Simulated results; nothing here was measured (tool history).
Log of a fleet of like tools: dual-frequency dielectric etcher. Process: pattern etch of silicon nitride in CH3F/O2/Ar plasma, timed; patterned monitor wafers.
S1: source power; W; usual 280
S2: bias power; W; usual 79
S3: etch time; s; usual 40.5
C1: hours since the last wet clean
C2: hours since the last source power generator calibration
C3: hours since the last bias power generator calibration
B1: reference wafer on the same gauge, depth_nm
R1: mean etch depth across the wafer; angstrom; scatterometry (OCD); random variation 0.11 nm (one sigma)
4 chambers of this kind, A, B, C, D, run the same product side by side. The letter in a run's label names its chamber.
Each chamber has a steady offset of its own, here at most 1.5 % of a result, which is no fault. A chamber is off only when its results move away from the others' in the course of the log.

{"run": "1D", "hour": 3.3, "S1": 280, "S2": 79, "S3": 40.5, "C1": 610.5, "C2": 3984.1, "C3": 3682.9, "B1": 28.407, "R1": 259.43}
{"run": "2C", "hour": 7.1, "S1": 280, "S2": 79, "S3": 40.5, "C1": 240.2, "C2": 3550.3, "C3": 2670.0, "B1": 28.398, "R1": 258.68}
{"run": "3B", "hour": 11.8, "S1": 280, "S2": 79, "S3": 40.5, "C1": 444.0, "C2": 187.4, "C3": 1023.7, "B1": 28.422, "R1": 254.28}
{"run": "4A", "hour": 15.6, "S1": 280, "S2": 79, "S3": 40.5, "C1": 305.3, "C2": 1106.5, "C3": 2413.1, "B1": 28.397, "R1": 257.06}
{"run": "5A", "hour": 19.0, "S1": 280, "S2": 79, "S3": 40.5, "C1": 308.7, "C2": 1109.9, "C3": 2416.5, "B1": 28.373, "R1": 257.01}
{"run": "6C", "hour": 22.9, "S1": 280, "S2": 79, "S3": 40.5, "C1": 256.0, "C2": 3566.1, "C3": 2685.8, "B1": 28.405, "R1": 255.43}
{"hour": 25.9, "done": "chamber D: wet clean of the chamber"}
{"run": "7B", "hour": 26.2, "S1": 280, "S2": 79, "S3": 40.5, "C1": 458.4, "C2": 201.8, "C3": 1038.1, "B1": 28.42, "R1": 254.75}
{"run": "8D", "hour": 28.6, "S1": 260, "S2": 79, "S3": 35.0, "C1": 2.8, "C2": 4009.4, "C3": 3708.2, "B1": 28.374, "R1": 216.96}
{"run": "9A", "hour": 33.0, "S1": 260, "S2": 79, "S3": 35.0, "C1": 322.7, "C2": 1123.9, "C3": 2430.5, "B1": 28.409, "R1": 217.25}
{"run": "10D", "hour": 35.5, "S1": 260, "S2": 79, "S3": 35.0, "C1": 9.7, "C2": 4016.3, "C3": 3715.1, "B1": 28.4, "R1": 216.77}
{"run": "11C", "hour": 38.5, "S1": 260, "S2": 79, "S3": 35.0, "C1": 271.6, "C2": 3581.7, "C3": 2701.4, "B1": 28.401, "R1": 215.08}
{"run": "12B", "hour": 41.8, "S1": 280, "S2": 79, "S3": 40.5, "C1": 474.0, "C2": 217.4, "C3": 1053.7, "B1": 28.383, "R1": 253.38}
{"run": "13C", "hour": 46.6, "S1": 280, "S2": 79, "S3": 40.5, "C1": 279.7, "C2": 3589.8, "C3": 2709.5, "B1": 28.373, "R1": 252.55}
{"run": "14A", "hour": 48.7, "S1": 280, "S2": 68, "S3": 33.5, "C1": 338.4, "C2": 1139.6, "C3": 2446.2, "B1": 28.409, "R1": 201.61}
{"run": "15D", "hour": 51.0, "S1": 280, "S2": 68, "S3": 33.5, "C1": 25.2, "C2": 4031.8, "C3": 3730.6, "B1": 28.424, "R1": 202.99}
{"run": "16B", "hour": 54.9, "S1": 280, "S2": 68, "S3": 33.5, "C1": 487.1, "C2": 230.5, "C3": 1066.8, "B1": 28.374, "R1": 200.19}
{"run": "17C", "hour": 57.1, "S1": 280, "S2": 68, "S3": 33.5, "C1": 290.2, "C2": 3600.3, "C3": 2720.0, "B1": 28.407, "R1": 197.05}
{"run": "18B", "hour": 60.9, "S1": 330, "S2": 66, "S3": 40.5, "C1": 493.1, "C2": 236.5, "C3": 1072.8, "B1": 28.429, "R1": 253.72}
{"run": "19D", "hour": 65.1, "S1": 330, "S2": 66, "S3": 40.5, "C1": 39.3, "C2": 4045.9, "C3": 3744.7, "B1": 28.415, "R1": 257.35}
{"run": "20A", "hour": 69.4, "S1": 330, "S2": 66, "S3": 40.5, "C1": 359.1, "C2": 1160.3, "C3": 2466.9, "B1": 28.398, "R1": 256.45}
{"run": "21B", "hour": 73.0, "S1": 330, "S2": 66, "S3": 40.5, "C1": 505.2, "C2": 248.6, "C3": 1084.9, "B1": 28.368, "R1": 254.32}
{"run": "22C", "hour": 75.3, "S1": 280, "S2": 79, "S3": 40.5, "C1": 308.4, "C2": 3618.5, "C3": 2738.2, "B1": 28.372, "R1": 247.83}
{"run": "23A", "hour": 78.0, "S1": 280, "S2": 79, "S3": 40.5, "C1": 367.7, "C2": 1168.9, "C3": 2475.5, "B1": 28.386, "R1": 257.76}
{"run": "24D", "hour": 80.2, "S1": 280, "S2": 79, "S3": 40.5, "C1": 54.4, "C2": 4061.0, "C3": 3759.8, "B1": 28.406, "R1": 257.74}
{"run": "25D", "hour": 83.0, "S1": 280, "S2": 79, "S3": 40.5, "C1": 57.2, "C2": 4063.8, "C3": 3762.6, "B1": 28.388, "R1": 257.22}
{"run": "26B", "hour": 87.2, "S1": 280, "S2": 79, "S3": 40.5, "C1": 519.4, "C2": 262.8, "C3": 1099.1, "B1": 28.442, "R1": 254.52}
{"run": "27A", "hour": 89.7, "S1": 210, "S2": 91, "S3": 40.5, "C1": 379.4, "C2": 1180.6, "C3": 2487.2, "B1": 28.376, "R1": 242.28}

Next, every chamber runs the same settings. What will each give?
{"run": "28A", "hour": 93.2, "S1": 280, "S2": 79, "S3": 40.5, "R1": "?"}
{"run": "28B", "hour": 93.2, "S1": 280, "S2": 79, "S3": 40.5, "R1": "?"}
{"run": "28C", "hour": 93.2, "S1": 280, "S2": 79, "S3": 40.5, "R1": "?"}
{"run": "28D", "hour": 93.2, "S1": 280, "S2": 79, "S3": 40.5, "R1": "?"}

run=28A R1=258.65
run=28B R1=253.65
run=28C R1=244.65
run=28D R1=256.88
